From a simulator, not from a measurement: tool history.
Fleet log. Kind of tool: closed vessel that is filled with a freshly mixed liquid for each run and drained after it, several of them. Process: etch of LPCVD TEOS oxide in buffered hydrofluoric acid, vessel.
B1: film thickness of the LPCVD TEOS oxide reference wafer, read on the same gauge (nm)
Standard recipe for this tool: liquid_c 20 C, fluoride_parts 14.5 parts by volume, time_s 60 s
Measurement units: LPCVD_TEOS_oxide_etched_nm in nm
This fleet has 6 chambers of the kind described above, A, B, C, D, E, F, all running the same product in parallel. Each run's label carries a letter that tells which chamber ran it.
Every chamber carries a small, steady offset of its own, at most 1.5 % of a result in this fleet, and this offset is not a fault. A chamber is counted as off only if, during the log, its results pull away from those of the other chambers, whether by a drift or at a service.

run 1B day=0.400 | liquid_c=20 fluoride_parts=14.5 time_s=60 | B1=50.008 | LPCVD_TEOS_oxide_etched_nm=66.633
run 2F day=0.688 | liquid_c=20 fluoride_parts=14.5 time_s=60 | B1=49.963 | LPCVD_TEOS_oxide_etched_nm=65.439
run 3A day=1.229 | liquid_c=20 fluoride_parts=14.5 time_s=60 | B1=50.021 | LPCVD_TEOS_oxide_etched_nm=67.642
run 4E day=1.517 | liquid_c=20 fluoride_parts=14.5 time_s=60 | B1=50.032 | LPCVD_TEOS_oxide_etched_nm=65.915
run 5D day=2.029 | liquid_c=20 fluoride_parts=14.5 time_s=60 | B1=49.973 | LPCVD_TEOS_oxide_etched_nm=67.641
run 6C day=2.342 | liquid_c=20 fluoride_parts=14.5 time_s=60 | B1=50.021 | LPCVD_TEOS_oxide_etched_nm=67.080
run 7C day=2.708 | liquid_c=20 fluoride_parts=14.5 time_s=60 | B1=50.000 | LPCVD_TEOS_oxide_etched_nm=66.156
-- day=2.996 chamber E: thermometer replaced
run 8B day=3.079 | liquid_c=20 fluoride_parts=14.5 time_s=60 | B1=49.979 | LPCVD_TEOS_oxide_etched_nm=66.389
run 9A day=3.575 | liquid_c=20 fluoride_parts=19.0 time_s=60 | B1=50.019 | LPCVD_TEOS_oxide_etched_nm=51.468
run 10E day=4.079 | liquid_c=20 fluoride_parts=19.0 time_s=60 | B1=49.984 | LPCVD_TEOS_oxide_etched_nm=51.802
run 11F day=4.600 | liquid_c=20 fluoride_parts=19.0 time_s=60 | B1=50.017 | LPCVD_TEOS_oxide_etched_nm=50.429
run 12D day=5.000 | liquid_c=20 fluoride_parts=19.0 time_s=60 | B1=49.998 | LPCVD_TEOS_oxide_etched_nm=51.754
run 13D day=5.567 | liquid_c=20 fluoride_parts=19.0 time_s=60 | B1=49.982 | LPCVD_TEOS_oxide_etched_nm=51.898
run 14B day=6.146 | liquid_c=20 fluoride_parts=19.0 time_s=60 | B1=50.032 | LPCVD_TEOS_oxide_etched_nm=52.090
run 15A day=6.608 | liquid_c=20 fluoride_parts=14.5 time_s=60 | B1=50.000 | LPCVD_TEOS_oxide_etched_nm=66.964
run 16F day=7.067 | liquid_c=20 fluoride_parts=14.5 time_s=60 | B1=49.963 | LPCVD_TEOS_oxide_etched_nm=66.168
run 17C day=7.612 | liquid_c=20 fluoride_parts=14.5 time_s=60 | B1=50.013 | LPCVD_TEOS_oxide_etched_nm=66.969
run 18E day=8.058 | liquid_c=20 fluoride_parts=14.5 time_s=60 | B1=49.973 | LPCVD_TEOS_oxide_etched_nm=66.789
run 19A day=8.521 | liquid_c=20 fluoride_parts=14.5 time_s=60 | B1=49.952 | LPCVD_TEOS_oxide_etched_nm=66.698
run 20D day=9.021 | liquid_c=20 fluoride_parts=14.5 time_s=60 | B1=50.009 | LPCVD_TEOS_oxide_etched_nm=66.115
run 21C day=9.588 | liquid_c=20 fluoride_parts=19.5 time_s=60 | B1=49.960 | LPCVD_TEOS_oxide_etched_nm=49.322
run 22F day=9.912 | liquid_c=20 fluoride_parts=19.5 time_s=60 | B1=50.002 | LPCVD_TEOS_oxide_etched_nm=50.336
-- day=10.121 chamber B: thermometer replaced
run 23B day=10.504 | liquid_c=20 fluoride_parts=19.5 time_s=60 | B1=49.996 | LPCVD_TEOS_oxide_etched_nm=50.616
-- day=10.775 chamber C: thermometer replaced
run 24E day=10.992 | liquid_c=20 fluoride_parts=19.5 time_s=60 | B1=49.949 | LPCVD_TEOS_oxide_etched_nm=49.150
run 25D day=11.429 | liquid_c=20 fluoride_parts=19.5 time_s=60 | B1=50.012 | LPCVD_TEOS_oxide_etched_nm=50.479
run 26A day=11.942 | liquid_c=20 fluoride_parts=19.5 time_s=60 | B1=49.960 | LPCVD_TEOS_oxide_etched_nm=50.367
run 27C day=12.292 | liquid_c=20 fluoride_parts=14.5 time_s=60 | B1=49.953 | LPCVD_TEOS_oxide_etched_nm=66.695
run 28F day=12.808 | liquid_c=20 fluoride_parts=14.5 time_s=60 | B1=49.954 | LPCVD_TEOS_oxide_etched_nm=68.965
-- day=13.304 chamber D: thermometer replaced
run 29B day=13.392 | liquid_c=20 fluoride_parts=14.5 time_s=60 | B1=50.044 | LPCVD_TEOS_oxide_etched_nm=66.968
run 30E day=13.808 | liquid_c=20 fluoride_parts=14.5 time_s=60 | B1=50.002 | LPCVD_TEOS_oxide_etched_nm=67.531
run 31E day=14.292 | liquid_c=20 fluoride_parts=14.5 time_s=60 | B1=49.978 | LPCVD_TEOS_oxide_etched_nm=65.939
run 32A day=14.746 | liquid_c=20 fluoride_parts=14.5 time_s=60 | B1=50.034 | LPCVD_TEOS_oxide_etched_nm=66.108
run 33F day=15.217 | liquid_c=20 fluoride_parts=14.5 time_s=60 | B1=49.951 | LPCVD_TEOS_oxide_etched_nm=70.367
run 34D day=15.533 | liquid_c=20 fluoride_parts=14.5 time_s=60 | B1=49.979 | LPCVD_TEOS_oxide_etched_nm=67.600
run 35B day=16.062 | liquid_c=20 fluoride_parts=14.5 time_s=60 | B1=50.004 | LPCVD_TEOS_oxide_etched_nm=67.895
run 36C day=16.421 | liquid_c=20 fluoride_parts=14.5 time_s=60 | B1=50.029 | LPCVD_TEOS_oxide_etched_nm=66.499
run 37A day=16.704 | liquid_c=23 fluoride_parts=14.5 time_s=45 | B1=50.010 | LPCVD_TEOS_oxide_etched_nm=60.020
-- day=16.746 chamber D: hydrofluoric acid flow meter replaced
run 38E day=16.992 | liquid_c=23 fluoride_parts=14.5 time_s=45 | B1=49.962 | LPCVD_TEOS_oxide_etched_nm=59.143
run 39F day=17.483 | liquid_c=23 fluoride_parts=14.5 time_s=45 | B1=49.967 | LPCVD_TEOS_oxide_etched_nm=63.329
-- day=17.979 chamber C: hydrofluoric acid flow meter replaced
run 40D day=18.017 | liquid_c=23 fluoride_parts=14.5 time_s=45 | B1=49.991 | LPCVD_TEOS_oxide_etched_nm=59.858
run 41C day=18.550 | liquid_c=23 fluoride_parts=14.5 time_s=45 | B1=50.024 | LPCVD_TEOS_oxide_etched_nm=58.589
run 42B day=18.821 | liquid_c=23 fluoride_parts=14.5 time_s=45 | B1=49.987 | LPCVD_TEOS_oxide_etched_nm=59.450
run 43C day=19.371 | liquid_c=20 fluoride_parts=14.5 time_s=60 | B1=49.996 | LPCVD_TEOS_oxide_etched_nm=66.372
run 44F day=19.921 | liquid_c=20 fluoride_parts=14.5 time_s=60 | B1=50.047 | LPCVD_TEOS_oxide_etched_nm=72.196

One chamber off, gauge drift, or nothing amiss beyond the chambers' own small offsets? If it is a chamber, which one, and what is the likeliest cause?

One chamber, F, drifts off from the rest bit by bit.
What lies behind it: hydrofluoric acid flow above the setpoint (%) = 10.5.
From this log alone, it may not be told apart from: liquid hotter than its thermometer reads (K).

Chamber F could run next with any of the 4 candidate recipes listed below; each alters the usual settings, and their results appear as question marks. Which one brings its results back in line with what the other chambers deliver on the usual settings?
Counts as in line when no further than this from what the other chambers average on the usual settings: LPCVD_TEOS_oxide_etched_nm 2.200 nm
run 45F-1 day=20.346 | liquid_c=20.0 fluoride_parts=17.0 time_s=60 | LPCVD_TEOS_oxide_etched_nm=?
run 45F-2 day=20.346 | liquid_c=20.0 fluoride_parts=16.0 time_s=60 | LPCVD_TEOS_oxide_etched_nm=?
run 45F-3 day=20.346 | liquid_c=20.5 fluoride_parts=13.5 time_s=60 | LPCVD_TEOS_oxide_etched_nm=?
run 45F-4 day=20.346 | liquid_c=20.5 fluoride_parts=14.0 time_s=65 | LPCVD_TEOS_oxide_etched_nm=?

Mean of the other chambers on the usual settings: LPCVD_TEOS_oxide_etched_nm 66.787 nm
run=45F-1 LPCVD_TEOS_oxide_etched_nm=62.657
run=45F-2 LPCVD_TEOS_oxide_etched_nm=66.531
run=45F-3 LPCVD_TEOS_oxide_etched_nm=80.910
run=45F-4 LPCVD_TEOS_oxide_etched_nm=84.562
45F-2 puts the chamber back in line with the other chambers.

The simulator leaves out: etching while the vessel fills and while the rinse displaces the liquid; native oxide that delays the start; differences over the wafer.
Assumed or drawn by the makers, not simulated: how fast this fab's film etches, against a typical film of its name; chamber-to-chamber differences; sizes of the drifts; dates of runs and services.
